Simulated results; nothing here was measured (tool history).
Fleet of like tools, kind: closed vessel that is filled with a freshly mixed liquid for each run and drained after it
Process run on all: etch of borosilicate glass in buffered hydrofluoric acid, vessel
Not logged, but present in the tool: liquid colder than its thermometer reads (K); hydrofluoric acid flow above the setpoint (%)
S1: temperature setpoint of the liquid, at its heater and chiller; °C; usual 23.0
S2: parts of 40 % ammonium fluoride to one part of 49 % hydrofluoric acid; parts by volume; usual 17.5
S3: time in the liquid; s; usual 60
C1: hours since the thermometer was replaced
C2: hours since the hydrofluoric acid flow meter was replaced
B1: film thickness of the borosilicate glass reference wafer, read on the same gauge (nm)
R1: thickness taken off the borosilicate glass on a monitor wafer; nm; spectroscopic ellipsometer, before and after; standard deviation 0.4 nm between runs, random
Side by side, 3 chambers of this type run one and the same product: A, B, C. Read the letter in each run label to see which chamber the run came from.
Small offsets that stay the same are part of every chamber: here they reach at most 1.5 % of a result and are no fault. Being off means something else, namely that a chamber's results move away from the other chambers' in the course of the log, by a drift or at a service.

Run 1B, hour 5.1: usual settings; C1 84.0; C2 506.2; B1 89.981. Result: R1 41.244 nm.
Run 2A, hour 11.9: usual settings; C1 138.0; C2 756.9; B1 90.033. Result: R1 40.849 nm.
Run 3C, hour 15.5: usual settings; C1 708.6; C2 317.3; B1 90.019. Result: R1 40.193 nm.
Run 4B, hour 22.2: usual settings; C1 101.1; C2 523.3; B1 90.040. Result: R1 41.722 nm.
Run 5C, hour 25.8: usual settings; C1 718.9; C2 327.6; B1 90.022. Result: R1 40.374 nm.
Run 6A, hour 29.9: usual settings; C1 156.0; C2 774.9; B1 90.013. Result: R1 40.980 nm.
Run 7B, hour 34.7: usual settings; C1 113.6; C2 535.8; B1 89.993. Result: R1 41.371 nm.
Run 8C, hour 39.3: usual settings but S1 19.5 °C, S3 75 s; C1 732.4; C2 341.1; B1 90.018. Result: R1 41.548 nm.
Run 9A, hour 43.8: usual settings but S1 19.5 °C, S3 75 s; C1 169.9; C2 788.8; B1 90.012. Result: R1 42.327 nm.
Run 10C, hour 47.2: usual settings but S1 19.5 °C, S3 75 s; C1 740.3; C2 349.0; B1 90.025. Result: R1 41.070 nm.
Run 11B, hour 50.5: usual settings; C1 129.4; C2 551.6; B1 90.010. Result: R1 40.709 nm.
Run 12A, hour 57.4: usual settings; C1 183.5; C2 802.4; B1 90.012. Result: R1 41.393 nm.
Run 13A, hour 64.6: usual settings; C1 190.7; C2 809.6; B1 90.006. Result: R1 41.202 nm.
Run 14B, hour 69.1: usual settings; C1 148.0; C2 570.2; B1 90.028. Result: R1 41.684 nm.
Run 15C, hour 76.3: usual settings; C1 769.4; C2 378.1; B1 90.018. Result: R1 40.479 nm.
Run 16C, hour 82.6: usual settings; C1 775.7; C2 384.4; B1 90.013. Result: R1 40.701 nm.
Run 17A, hour 86.3: usual settings; C1 212.4; C2 831.3; B1 90.050. Result: R1 41.930 nm.
Run 18B, hour 93.6: usual settings but S3 50 s; C1 172.5; C2 594.7; B1 90.007. Result: R1 34.299 nm.
Run 19C, hour 98.8: usual settings but S3 50 s; C1 791.9; C2 400.6; B1 90.015. Result: R1 33.371 nm.
Run 20A, hour 105.7: usual settings but S3 50 s; C1 231.8; C2 850.7; B1 89.973. Result: R1 35.404 nm.
At hour 110.2: chamber C: hydrofluoric acid flow meter replaced.
Run 21B, hour 110.4: usual settings; C1 189.3; C2 611.5; B1 89.978. Result: R1 41.553 nm.
Run 22C, hour 115.4: usual settings; C1 808.5; C2 5.3; B1 90.008. Result: R1 41.184 nm.
Run 23B, hour 119.1: usual settings but S1 25.5 °C, S2 13.0 parts by volume; C1 198.0; C2 620.2; B1 90.003. Result: R1 63.618 nm.
Run 24A, hour 124.9: usual settings but S1 25.5 °C, S2 13.0 parts by volume; C1 251.0; C2 869.9; B1 89.986. Result: R1 66.423 nm.
Run 25C, hour 132.5: usual settings but S1 25.5 °C, S2 13.0 parts by volume; C1 825.6; C2 22.4; B1 89.992. Result: R1 61.488 nm.
Run 26B, hour 136.0: usual settings; C1 214.9; C2 637.1; B1 89.997. Result: R1 40.392 nm.
Run 27A, hour 139.6: usual settings; C1 265.7; C2 884.6; B1 89.996. Result: R1 43.022 nm.
Run 28B, hour 143.3: usual settings; C1 222.2; C2 644.4; B1 89.973. Result: R1 41.819 nm.
Run 29C, hour 148.3: usual settings; C1 841.4; C2 38.2; B1 89.995. Result: R1 39.508 nm.

Does one chamber stand apart from the rest, does the shared gauge drift, or is all well apart from small per-chamber offsets? Give the chamber and the most likely cause, where there is one.

It is chamber A that slowly wanders off from its peers.
Cause: hydrofluoric acid flow above the setpoint (%) = 7.82.
From this log alone, it may not be told apart from: liquid hotter than its thermometer reads (K).

Chamber A could run next with any of the 4 candidate recipes listed below; each alters the usual settings, and their results appear as question marks. Which one brings its results back in line with what the other chambers deliver on the usual settings?
Counts as in line when no further than this from what the other chambers average on the usual settings: R1 1.400 nm
Run 30A-1, hour 153.7: usual settings but S1 23.5 °C. Result: R1 ?.
Run 30A-2, hour 153.7: usual settings but S2 18.0 parts by volume. Result: R1 ?.
Run 30A-3, hour 153.7: usual settings but S2 16.0 parts by volume. Result: R1 ?.
Run 30A-4, hour 153.7: usual settings but S3 55 s. Result: R1 ?.

Average result of the remaining chambers running the usual settings: R1 40.729 nm
  run      R1
30A-1  45.461
30A-2  43.034
30A-3  48.349
30A-4  40.563
30A-4 is the one that brings the chamber's results back in line with the other chambers.

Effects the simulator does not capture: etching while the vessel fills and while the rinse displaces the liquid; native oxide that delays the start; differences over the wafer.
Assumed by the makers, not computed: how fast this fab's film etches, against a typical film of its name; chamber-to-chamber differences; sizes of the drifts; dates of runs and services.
